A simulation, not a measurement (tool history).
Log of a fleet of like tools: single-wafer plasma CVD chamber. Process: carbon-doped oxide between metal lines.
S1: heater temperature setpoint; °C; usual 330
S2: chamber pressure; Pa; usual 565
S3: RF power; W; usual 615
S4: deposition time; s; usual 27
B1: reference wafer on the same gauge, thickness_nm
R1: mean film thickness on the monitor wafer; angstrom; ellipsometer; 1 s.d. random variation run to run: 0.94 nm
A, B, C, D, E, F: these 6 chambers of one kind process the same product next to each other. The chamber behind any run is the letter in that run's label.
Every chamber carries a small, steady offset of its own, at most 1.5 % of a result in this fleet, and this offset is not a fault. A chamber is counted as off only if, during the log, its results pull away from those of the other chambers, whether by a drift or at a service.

{"run": "1B", "hour": 8.4, "S1": 330, "S2": 565, "S3": 615, "S4": 27, "B1": 165.08, "R1": 1633.3}
{"run": "2C", "hour": 16.7, "S1": 330, "S2": 565, "S3": 615, "S4": 27, "B1": 165.03, "R1": 1631.2}
{"run": "3A", "hour": 23.7, "S1": 330, "S2": 565, "S3": 615, "S4": 27, "B1": 164.91, "R1": 1647.8}
{"run": "4D", "hour": 29.0, "S1": 330, "S2": 565, "S3": 615, "S4": 27, "B1": 164.9, "R1": 1624}
{"run": "5F", "hour": 37.9, "S1": 330, "S2": 565, "S3": 615, "S4": 27, "B1": 165.1, "R1": 1658.9}
{"run": "6E", "hour": 45.9, "S1": 330, "S2": 565, "S3": 615, "S4": 27, "B1": 165.04, "R1": 1632.9}
{"run": "7F", "hour": 54.1, "S1": 330, "S2": 565, "S3": 615, "S4": 27, "B1": 165.27, "R1": 1642.3}
{"hour": 57.0, "done": "chamber B: RF generator calibrated"}
{"run": "8D", "hour": 63.0, "S1": 330, "S2": 565, "S3": 615, "S4": 27, "B1": 164.92, "R1": 1626.2}
{"run": "9A", "hour": 70.0, "S1": 330, "S2": 565, "S3": 615, "S4": 27, "B1": 164.95, "R1": 1662.4}
{"run": "10C", "hour": 79.4, "S1": 330, "S2": 565, "S3": 540, "S4": 23.3, "B1": 164.96, "R1": 1320.6}
{"run": "11B", "hour": 88.1, "S1": 330, "S2": 565, "S3": 540, "S4": 23.3, "B1": 164.83, "R1": 1322.2}
{"run": "12E", "hour": 96.2, "S1": 330, "S2": 565, "S3": 540, "S4": 23.3, "B1": 165, "R1": 1306}
{"hour": 96.8, "done": "chamber C: capacitance manometer re-zeroed and calibrated"}
{"run": "13D", "hour": 102.6, "S1": 330, "S2": 565, "S3": 540, "S4": 23.3, "B1": 164.99, "R1": 1288.8}
{"run": "14F", "hour": 110.2, "S1": 330, "S2": 565, "S3": 540, "S4": 23.3, "B1": 165.1, "R1": 1317.1}
{"run": "15E", "hour": 118.2, "S1": 330, "S2": 565, "S3": 540, "S4": 23.3, "B1": 165.12, "R1": 1292.7}
{"run": "16B", "hour": 126.1, "S1": 330, "S2": 565, "S3": 615, "S4": 24.1, "B1": 165.07, "R1": 1468.9}
{"run": "17C", "hour": 132.3, "S1": 330, "S2": 565, "S3": 615, "S4": 24.1, "B1": 165.03, "R1": 1464.8}
{"run": "18A", "hour": 141.7, "S1": 330, "S2": 565, "S3": 615, "S4": 24.1, "B1": 164.78, "R1": 1486.8}
{"run": "19A", "hour": 147.0, "S1": 330, "S2": 565, "S3": 615, "S4": 24.1, "B1": 164.94, "R1": 1468}
{"run": "20C", "hour": 154.3, "S1": 330, "S2": 565, "S3": 615, "S4": 24.1, "B1": 164.88, "R1": 1478.4}
{"run": "21E", "hour": 160.5, "S1": 330, "S2": 565, "S3": 615, "S4": 24.1, "B1": 165.2, "R1": 1452.7}
{"run": "22B", "hour": 168.9, "S1": 330, "S2": 565, "S3": 615, "S4": 27, "B1": 165.01, "R1": 1652.4}
{"run": "23F", "hour": 175.9, "S1": 330, "S2": 565, "S3": 615, "S4": 27, "B1": 165.23, "R1": 1668.5}
{"run": "24D", "hour": 185.1, "S1": 330, "S2": 689, "S3": 615, "S4": 27, "B1": 165.14, "R1": 1676.1}
{"run": "25A", "hour": 193.9, "S1": 330, "S2": 689, "S3": 615, "S4": 27, "B1": 165.16, "R1": 1699.5}
{"hour": 200.1, "done": "chamber F: capacitance manometer re-zeroed and calibrated"}
{"run": "26B", "hour": 200.6, "S1": 330, "S2": 689, "S3": 615, "S4": 27, "B1": 165.06, "R1": 1697.2}
{"run": "27F", "hour": 208.6, "S1": 330, "S2": 689, "S3": 615, "S4": 27, "B1": 164.91, "R1": 1718.3}
{"run": "28E", "hour": 218.0, "S1": 330, "S2": 689, "S3": 615, "S4": 27, "B1": 165.16, "R1": 1665.6}
{"run": "29C", "hour": 224.3, "S1": 330, "S2": 689, "S3": 615, "S4": 27, "B1": 165.11, "R1": 1676.6}
{"run": "30D", "hour": 231.3, "S1": 330, "S2": 565, "S3": 615, "S4": 27, "B1": 165.28, "R1": 1628.8}
{"run": "31E", "hour": 240.3, "S1": 330, "S2": 565, "S3": 615, "S4": 27, "B1": 164.92, "R1": 1624.4}
{"run": "32B", "hour": 250.7, "S1": 338, "S2": 565, "S3": 615, "S4": 28.9, "B1": 165, "R1": 1712.9}
{"run": "33F", "hour": 256.9, "S1": 338, "S2": 565, "S3": 615, "S4": 28.9, "B1": 164.9, "R1": 1716}
{"run": "34A", "hour": 265.7, "S1": 338, "S2": 565, "S3": 615, "S4": 28.9, "B1": 165.13, "R1": 1731.5}
{"run": "35C", "hour": 274.1, "S1": 338, "S2": 565, "S3": 615, "S4": 28.9, "B1": 164.88, "R1": 1697.7}
{"run": "36D", "hour": 280.8, "S1": 338, "S2": 565, "S3": 615, "S4": 28.9, "B1": 164.87, "R1": 1700.3}

Decide between three cases: one chamber stands off from its peers, the gauge reading all wafers drifts, or nothing is wrong past each chamber's small offset. Where a chamber is off, say which and what most likely put it there.

The fleet is healthy, with each chamber sitting at its usual small offset and no drift in the gauge.
